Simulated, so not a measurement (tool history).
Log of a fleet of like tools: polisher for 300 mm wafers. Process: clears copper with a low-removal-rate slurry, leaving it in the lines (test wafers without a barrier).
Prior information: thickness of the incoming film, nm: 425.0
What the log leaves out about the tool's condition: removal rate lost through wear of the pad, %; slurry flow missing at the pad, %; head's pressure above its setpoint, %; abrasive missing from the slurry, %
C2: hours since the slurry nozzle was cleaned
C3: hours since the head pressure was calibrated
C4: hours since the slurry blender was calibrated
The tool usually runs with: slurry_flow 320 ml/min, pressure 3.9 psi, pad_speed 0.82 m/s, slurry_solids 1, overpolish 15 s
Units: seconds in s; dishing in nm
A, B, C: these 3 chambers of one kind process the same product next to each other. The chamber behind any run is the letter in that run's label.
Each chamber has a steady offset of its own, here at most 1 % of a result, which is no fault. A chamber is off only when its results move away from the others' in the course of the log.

Run 1C, hour 10.4: usual settings; wafers polished on this pad 114; C2 113.1; C3 267.9; C4 72.3. Result: seconds 153.47 s, dishing 23.539 nm.
At hour 15.9: chamber B: worn pad replaced by a new one.
Run 2A, hour 19.7: usual settings; wafers polished on this pad 231; C2 498.5; C3 662; C4 115.6. Result: seconds 154.59 s, dishing 23.467 nm.
At hour 32.6: chamber B: head pressure recalibrated.
Run 3B, hour 33.1: usual settings; wafers polished on this pad 101; C2 258.5; C3 0.6; C4 230.8. Result: seconds 149.61 s, dishing 23.263 nm.
Run 4B, hour 44.1: usual settings; wafers polished on this pad 165; C2 269.5; C3 11.6; C4 241.8. Result: seconds 152.21 s, dishing 23.745 nm.
At hour 54.8: chamber A: slurry blender recalibrated.
Run 5C, hour 56: usual settings; wafers polished on this pad 380; C2 158.7; C3 313.5; C4 117.9. Result: seconds 152.87 s, dishing 23.561 nm.
At hour 64.4: chamber A: slurry nozzle cleaned.
Run 6A, hour 69.6: usual settings; wafers polished on this pad 523; C2 5.2; C3 711.9; C4 14.9. Result: seconds 153.97 s, dishing 23.645 nm.
Run 7C, hour 80.2: usual settings but overpolish 7 s; wafers polished on this pad 522; C2 182.9; C3 337.7; C4 142.1. Result: seconds 154.2 s, dishing 13.228 nm.
Run 8B, hour 87.2: usual settings but overpolish 7 s; wafers polished on this pad 417; C2 312.6; C3 54.7; C4 284.9. Result: seconds 154.02 s, dishing 13.213 nm.
At hour 93: chamber C: slurry nozzle cleaned.
Run 9A, hour 98.8: usual settings but overpolish 7 s; wafers polished on this pad 693; C2 34.4; C3 741.1; C4 44.1. Result: seconds 156.24 s, dishing 12.995 nm.
At hour 104.9: chamber C: head pressure recalibrated.
Run 10C, hour 109.2: usual settings; wafers polished on this pad 691; C2 16.3; C3 4.3; C4 171.1. Result: seconds 157.38 s, dishing 23.911 nm.
Run 11A, hour 118.2: usual settings; wafers polished on this pad 807; C2 53.8; C3 760.5; C4 63.5. Result: seconds 152.36 s, dishing 23.96 nm.
At hour 120.8: chamber B: worn pad replaced by a new one.
Run 12B, hour 130.3: usual settings; wafers polished on this pad 56; C2 355.7; C3 97.8; C4 328. Result: seconds 153.24 s, dishing 23.692 nm.
Run 13A, hour 143.1: usual settings; wafers polished on this pad 952; C2 78.7; C3 785.4; C4 88.4. Result: seconds 158.56 s, dishing 23.585 nm.
Run 14B, hour 150.5: usual settings; wafers polished on this pad 174; C2 375.9; C3 118; C4 348.2. Result: seconds 154.2 s, dishing 23.594 nm.
Run 15C, hour 161.8: usual settings; wafers polished on this pad 999; C2 68.9; C3 56.9; C4 223.7. Result: seconds 156.67 s, dishing 23.813 nm.
Run 16A, hour 172.8: usual settings; wafers polished on this pad 1126; C2 108.4; C3 815.1; C4 118.1. Result: seconds 154.19 s, dishing 23.094 nm.
At hour 174.1: chamber A: worn pad replaced by a new one.
Run 17C, hour 186: usual settings; wafers polished on this pad 1140; C2 93.1; C3 81.1; C4 247.9. Result: seconds 157.08 s, dishing 23.461 nm.
Run 18B, hour 194: usual settings; wafers polished on this pad 428; C2 419.4; C3 161.5; C4 391.7. Result: seconds 156.2 s, dishing 23.63 nm.
At hour 197.9: chamber C: slurry blender recalibrated.
Run 19C, hour 203.5: usual settings; wafers polished on this pad 1242; C2 110.6; C3 98.6; C4 5.6. Result: seconds 155.31 s, dishing 23.543 nm.
At hour 215.1: chamber A: slurry blender recalibrated.
Run 20A, hour 216.8: usual settings; wafers polished on this pad 249; C2 152.4; C3 859.1; C4 1.8. Result: seconds 158.96 s, dishing 23.649 nm.
At hour 229.7: chamber B: worn pad replaced by a new one.
Run 21B, hour 230.7: usual settings; wafers polished on this pad 6; C2 456.1; C3 198.2; C4 428.4. Result: seconds 158.45 s, dishing 23.5 nm.
At hour 232.8: chamber C: worn pad replaced by a new one.
Run 22B, hour 243.7: usual settings; wafers polished on this pad 82; C2 469.1; C3 211.2; C4 441.4. Result: seconds 158.13 s, dishing 23.298 nm.
At hour 254: chamber B: slurry nozzle cleaned.
Run 23A, hour 255.5: usual settings; wafers polished on this pad 475; C2 191.1; C3 897.8; C4 40.5. Result: seconds 159.1 s, dishing 23.8 nm.
Run 24C, hour 264.2: usual settings; wafers polished on this pad 184; C2 171.3; C3 159.3; C4 66.3. Result: seconds 154.91 s, dishing 23.762 nm.
Run 25A, hour 272.7: usual settings; wafers polished on this pad 576; C2 208.3; C3 915; C4 57.7. Result: seconds 155.88 s, dishing 23.653 nm.
Run 26C, hour 286: usual settings; wafers polished on this pad 311; C2 193.1; C3 181.1; C4 88.1. Result: seconds 158.91 s, dishing 23.396 nm.
Run 27B, hour 292.6: usual settings; wafers polished on this pad 368; C2 38.6; C3 260.1; C4 490.3. Result: seconds 160.49 s, dishing 23.488 nm.
Run 28B, hour 301.5: usual settings; wafers polished on this pad 420; C2 47.5; C3 269; C4 499.2. Result: seconds 162.64 s, dishing 23.031 nm.
At hour 307.7: chamber C: slurry nozzle cleaned.
Run 29A, hour 314.4: usual settings; wafers polished on this pad 820; C2 250; C3 956.7; C4 99.4. Result: seconds 153.99 s, dishing 24.104 nm.
Run 30C, hour 321.2: usual settings; wafers polished on this pad 517; C2 13.5; C3 216.3; C4 123.3. Result: seconds 157.49 s, dishing 23.779 nm.
Run 31C, hour 327.7: usual settings; wafers polished on this pad 555; C2 20; C3 222.8; C4 129.8. Result: seconds 156.47 s, dishing 24.125 nm.
At hour 335.1: chamber B: worn pad replaced by a new one.
Run 32A, hour 341.4: usual settings; wafers polished on this pad 978; C2 277; C3 983.7; C4 126.4. Result: seconds 158.67 s, dishing 23.111 nm.
At hour 350.2: chamber A: worn pad replaced by a new one.
Run 33B, hour 354.9: usual settings; wafers polished on this pad 116; C2 100.9; C3 322.4; C4 552.6. Result: seconds 165.25 s, dishing 22.609 nm.
Run 34B, hour 365.7: usual settings; wafers polished on this pad 179; C2 111.7; C3 333.2; C4 563.4. Result: seconds 161.93 s, dishing 22.788 nm.
At hour 366.2: chamber A: slurry blender recalibrated.
Run 35A, hour 373: usual settings; wafers polished on this pad 133; C2 308.6; C3 1015.3; C4 6.9. Result: seconds 155.15 s, dishing 23.61 nm.
Run 36C, hour 380.6: usual settings; wafers polished on this pad 864; C2 72.9; C3 275.7; C4 182.7. Result: seconds 157.19 s, dishing 23.985 nm.
Run 37A, hour 389.5: usual settings; wafers polished on this pad 229; C2 325.1; C3 1031.8; C4 23.4. Result: seconds 157.61 s, dishing 22.916 nm.
Run 38B, hour 397.7: usual settings; wafers polished on this pad 366; C2 143.7; C3 365.2; C4 595.4. Result: seconds 164.51 s, dishing 22.779 nm.
Run 39C, hour 408.8: usual settings; wafers polished on this pad 1029; C2 101.1; C3 303.9; C4 210.9. Result: seconds 154.41 s, dishing 23.501 nm.
Run 40B, hour 419.9: usual settings; wafers polished on this pad 496; C2 165.9; C3 387.4; C4 617.6. Result: seconds 168.78 s, dishing 22.766 nm.
Run 41C, hour 431.3: usual settings; wafers polished on this pad 1160; C2 123.6; C3 326.4; C4 233.4. Result: seconds 155.5 s, dishing 23.614 nm.
Run 42A, hour 444.6: usual settings; wafers polished on this pad 551; C2 380.2; C3 1086.9; C4 78.5. Result: seconds 154.71 s, dishing 23.921 nm.

Which is it: a chamber that has drifted or been left off by a service, a gauge drift common to all chambers, or only each chamber's usual small offset? If a chamber is off, name it and its likeliest cause.

Chamber B drifts away from the others.
Most likely cause: abrasive missing from the slurry, % = 30.7.
From this log alone, it may not be told apart from: head's pressure below its setpoint, %.

Which of the 4 candidates below, each the usual settings with something changed and its results left as question marks, puts chamber B back in line with what the other chambers give on the usual settings?
A result is in line if it is within this distance of the other chambers' mean on the usual settings: seconds 7.1 s; dishing 0.95 nm
Run 43B-1, hour 454.7: usual settings but pressure 3.8 psi, pad_speed 0.8 m/s. Result: seconds ?, dishing ?.
Run 43B-2, hour 454.7: usual settings but pressure 4 psi, pad_speed 0.84 m/s. Result: seconds ?, dishing ?.
Run 43B-3, hour 454.7: usual settings but pressure 4.2 psi, pad_speed 0.88 m/s. Result: seconds ?, dishing ?.
Run 43B-4, hour 454.7: usual settings but pressure 3.6 psi, pad_speed 0.78 m/s. Result: seconds ?, dishing ?.

Usual-settings mean across the other chambers: seconds 155.71 s; dishing 23.522 nm
  run  seconds  dishing
43B-1   175.87   21.698
43B-2   158.93   23.354
43B-3   144.33    24.99
43B-4   190.61   20.422
43B-2 brings the chamber back in line.

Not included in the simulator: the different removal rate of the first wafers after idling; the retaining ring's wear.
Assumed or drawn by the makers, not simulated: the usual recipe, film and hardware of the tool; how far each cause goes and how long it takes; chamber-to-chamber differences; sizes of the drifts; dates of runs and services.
